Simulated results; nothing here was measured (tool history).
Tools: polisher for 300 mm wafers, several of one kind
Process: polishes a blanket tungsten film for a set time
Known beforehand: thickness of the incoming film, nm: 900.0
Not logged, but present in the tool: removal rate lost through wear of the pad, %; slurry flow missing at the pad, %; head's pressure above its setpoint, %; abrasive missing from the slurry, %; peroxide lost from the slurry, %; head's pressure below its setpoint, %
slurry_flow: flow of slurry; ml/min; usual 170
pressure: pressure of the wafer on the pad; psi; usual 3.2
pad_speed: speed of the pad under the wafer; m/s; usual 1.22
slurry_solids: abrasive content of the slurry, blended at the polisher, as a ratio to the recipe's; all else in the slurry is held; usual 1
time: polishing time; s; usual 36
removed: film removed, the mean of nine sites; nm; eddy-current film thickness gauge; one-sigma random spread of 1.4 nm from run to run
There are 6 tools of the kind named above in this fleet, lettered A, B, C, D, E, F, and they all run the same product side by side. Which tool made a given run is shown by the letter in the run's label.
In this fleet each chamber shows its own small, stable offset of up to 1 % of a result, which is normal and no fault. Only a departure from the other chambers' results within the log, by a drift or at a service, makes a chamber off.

run   hour  slurry_flow  pressure  pad_speed  slurry_solids  time  wafers polished on this pad  hours since the slurry nozzle was cleaned  hours since the head pressure was calibrated  hours since the slurry blender was calibrated  hours since the slurry got fresh peroxide  removed
       0.8  -- chamber C: slurry blender recalibrated
       4.9  -- chamber D: worn pad replaced by a new one
       8.9  -- chamber A: slurry blender recalibrated
 1C   10.5          170       3.2       1.22              1    36                          368                                      638.3                                         378.7                                            9.8                                       61.3   194.63
 2B   17.3          170       3.2       1.22              1    36                          834                                      165.3                                         845.8                                            300                                       38.6   197.13
      20.8  -- chamber C: slurry nozzle cleaned
        22  -- chamber B: worn pad replaced by a new one
 3A   27.9          170       3.2       1.22              1    36                          597                                      135.6                                          40.4                                           19.1                                       43.4   197.59
        31  -- chamber A: worn pad replaced by a new one
      37.2  -- chamber F: worn pad replaced by a new one
 4E   41.5          170       3.2       1.22              1    36                          543                                        126                                        1060.4                                          148.9                                       92.6   195.43
      43.8  -- chamber C: slurry tank refilled with fresh slurry and peroxide
      44.2  -- chamber F: slurry tank refilled with fresh slurry and peroxide
 5D   51.6          170       3.2          1              1    36                          419                                      367.3                                         272.8                                          308.4                                       85.3   159.96
      58.5  -- chamber D: slurry blender recalibrated
 6F   62.6          170       3.2          1              1    36                          227                                      421.4                                         201.2                                          311.1                                       18.4   161.99
 7A   72.7          170       3.2          1              1    36                          374                                      180.4                                          85.2                                           63.9                                       88.2   161.33
      80.2  -- chamber E: slurry tank refilled with fresh slurry and peroxide
 8B   80.7          170       3.2          1              1    36                          526                                      228.7                                         909.2                                          363.4                                        102   160.47
      85.7  -- chamber B: slurry blender recalibrated
      90.6  -- chamber D: worn pad replaced by a new one
 9E   94.4          170       3.2          1              1    36                         1017                                      178.9                                        1113.3                                          201.8                                       14.2   161.67
        97  -- chamber F: slurry blender recalibrated
10C  105.6          170       3.2          1              1    36                         1221                                       84.8                                         473.8                                          104.9                                       61.8   158.83
     110.3  -- chamber A: worn pad replaced by a new one
     111.6  -- chamber B: worn pad replaced by a new one
     111.8  -- chamber E: slurry blender recalibrated
     114.7  -- chamber C: head pressure recalibrated
11D    121          170       2.4       1.22              1    36                          273                                      436.7                                         342.2                                           62.5                                      154.7    144.7
       123  -- chamber F: slurry tank refilled with fresh slurry and peroxide
     133.3  -- chamber C: worn pad replaced by a new one
12F  134.7          170       2.4       1.22              1    36                          874                                      493.5                                         273.3                                           37.8                                       11.7   146.54
     135.5  -- chamber B: slurry tank refilled with fresh slurry and peroxide
     139.2  -- chamber C: slurry tank refilled with fresh slurry and peroxide
     139.9  -- chamber E: worn pad replaced by a new one
13F    142          170       2.4       1.22              1    36                          939                                      500.8                                         280.6                                           45.1                                         19   147.45
     143.3  -- chamber F: worn pad replaced by a new one
     147.2  -- chamber A: slurry blender recalibrated
14C  151.2          170       2.4       1.22              1    36                          160                                      130.4                                          36.5                                          150.5                                       12.1   148.53
     152.4  -- chamber D: slurry tank refilled with fresh slurry and peroxide
     157.7  -- chamber A: slurry tank refilled with fresh slurry and peroxide
     159.2  -- chamber B: slurry nozzle cleaned
15B  159.6          170       2.4       1.22              1    36                          430                                        0.5                                         988.1                                             74                                       24.2   147.72
     165.7  -- chamber D: worn pad replaced by a new one
16A  168.4          170       2.4       1.22              1    36                          521                                      276.1                                         180.9                                           21.2                                       10.8   146.33
17D  178.4          170       3.2       1.22              1    36                          114                                      494.1                                         399.6                                          119.9                                         26    195.1
18E  192.6          170       3.2       1.22              1    36                          472                                      277.1                                        1211.5                                           80.9                                      112.4   192.88
     194.6  -- chamber A: worn pad replaced by a new one
19B  200.5          170       3.2       1.22              1    36                          797                                       41.4                                          1029                                          114.9                                       65.1   198.09
     207.2  -- chamber F: slurry nozzle cleaned
     208.7  -- chamber A: slurry nozzle cleaned
20C  215.9          170       3.2       1.22              1    36                          740                                      195.1                                         101.2                                          215.2                                       76.8   195.12
     216.3  -- chamber F: slurry tank refilled with fresh slurry and peroxide
     217.1  -- chamber B: worn pad replaced by a new one
     220.8  -- chamber E: slurry tank refilled with fresh slurry and peroxide
21D  226.9          170       3.2       1.22            0.9    36                          548                                      542.6                                         448.1                                          168.4                                       74.5   192.21
     229.3  -- chamber C: slurry blender recalibrated
       232  -- chamber F: worn pad replaced by a new one
22A  235.9          170       3.2       1.22            0.9    36                          370                                       27.3                                         248.4                                           88.7                                       78.3   191.09
     242.6  -- chamber D: worn pad replaced by a new one
23E  244.8          170       3.2       1.22            0.9    36                          940                                      329.3                                        1263.7                                          133.1                                         24   184.41
     245.4  -- chamber A: head pressure recalibrated
     245.5  -- chamber C: slurry tank refilled with fresh slurry and peroxide
24F  258.3          170       3.2       1.22            0.9    36                          236                                       51.1                                         396.9                                          161.4                                         42   190.84
       262  -- chamber A: slurry blender recalibrated
     266.4  -- chamber A: worn pad replaced by a new one
25D  270.7          170       3.2       1.22            0.9    36                          252                                      586.4                                         491.9                                          212.2                                      118.3   192.66
       281  -- chamber C: worn pad replaced by a new one
26C  285.9          170       3.2       1.22            0.9    36                           44                                      265.1                                         171.2                                           56.6                                       40.5   190.44
27B    298          170       3.2       1.22              1    36                          725                                      138.9                                        1126.5                                          212.4                                      162.6   197.04
     299.7  -- chamber E: worn pad replaced by a new one
     309.1  -- chamber E: slurry blender recalibrated
     311.2  -- chamber B: slurry tank refilled with fresh slurry and peroxide
28A  313.3          170       3.2       1.22              1    36                          420                                      104.7                                          67.9                                           51.4                                      155.7   193.72
     315.1  -- chamber F: slurry tank refilled with fresh slurry and peroxide
       319  -- chamber B: worn pad replaced by a new one
     324.3  -- chamber D: slurry nozzle cleaned
29E    329          170       3.2       1.22              1    36                          263                                      413.5                                        1347.9                                           19.9                                      108.2   182.71
       331  -- chamber D: slurry tank refilled with fresh slurry and peroxide
     331.9  -- chamber F: worn pad replaced by a new one
     332.5  -- chamber D: worn pad replaced by a new one
30F  339.1          170       3.2       1.22              1    36                           64                                      131.9                                         477.7                                          242.2                                         24   197.37
     341.7  -- chamber C: slurry tank refilled with fresh slurry and peroxide
     344.3  -- chamber A: worn pad replaced by a new one
     345.3  -- chamber D: slurry blender recalibrated
31C  352.4          170       3.2       1.22              1    36                          640                                      331.6                                         237.7                                          123.1                                       10.7   192.69
     356.4  -- chamber A: slurry tank refilled with fresh slurry and peroxide
32E  361.4          170       3.2       1.22              1    36                          553                                      445.9                                        1380.3                                           52.3                                      140.6      178
33A    370          170       3.2       1.22              1    36                          230                                      161.4                                         124.6                                          108.1                                       13.6   196.67
34F  384.1          170       3.2       1.22              1    36                          467                                      176.9                                         522.7                                          287.2                                         69   200.98
     389.6  -- chamber B: slurry blender recalibrated
35D  392.3          170       3.2       1.22              1    36                          536                                       68.1                                         613.5                                           47.1                                       61.3   193.51
36B  399.6          190       3.2       1.22           1.15    36                          722                                      240.5                                        1228.1                                           10.1                                       88.5   207.94

Decide between three cases: one chamber stands off from its peers, the gauge reading all wafers drifts, or nothing is wrong past each chamber's small offset. Where a chamber is off, say which and what most likely put it there.

It is chamber E that slowly wanders off from its peers.
Likeliest cause: head's pressure below its setpoint, % = 9.81.
With only this log, it may be confused with: slurry flow missing at the pad, %.

Here are 4 candidates for chamber E's next run, each the usual settings with a change, their results left as question marks. Which one brings its results back in line with what the others give on the usual settings?
In-line tolerance around the mean of the other chambers on the usual settings: removed 5 nm
37E-1  410.9          170       3.2        1.2              1    35                                                                                                                                                                                                                        ?
37E-2  410.9          170       3.2        1.3              1    38                                                                                                                                                                                                                        ?
37E-3  410.9          170       3.2       1.24              1    37                                                                                                                                                                                                                        ?
37E-4  410.9          170       3.1       1.18              1    34                                                                                                                                                                                                                        ?

Mean of the other chambers on the usual settings: removed 196.57 nm
  run  removed
37E-1   167.54
37E-2   197.06
37E-3   183.02
37E-4   154.99
37E-2 puts the chamber back in line with the other chambers.
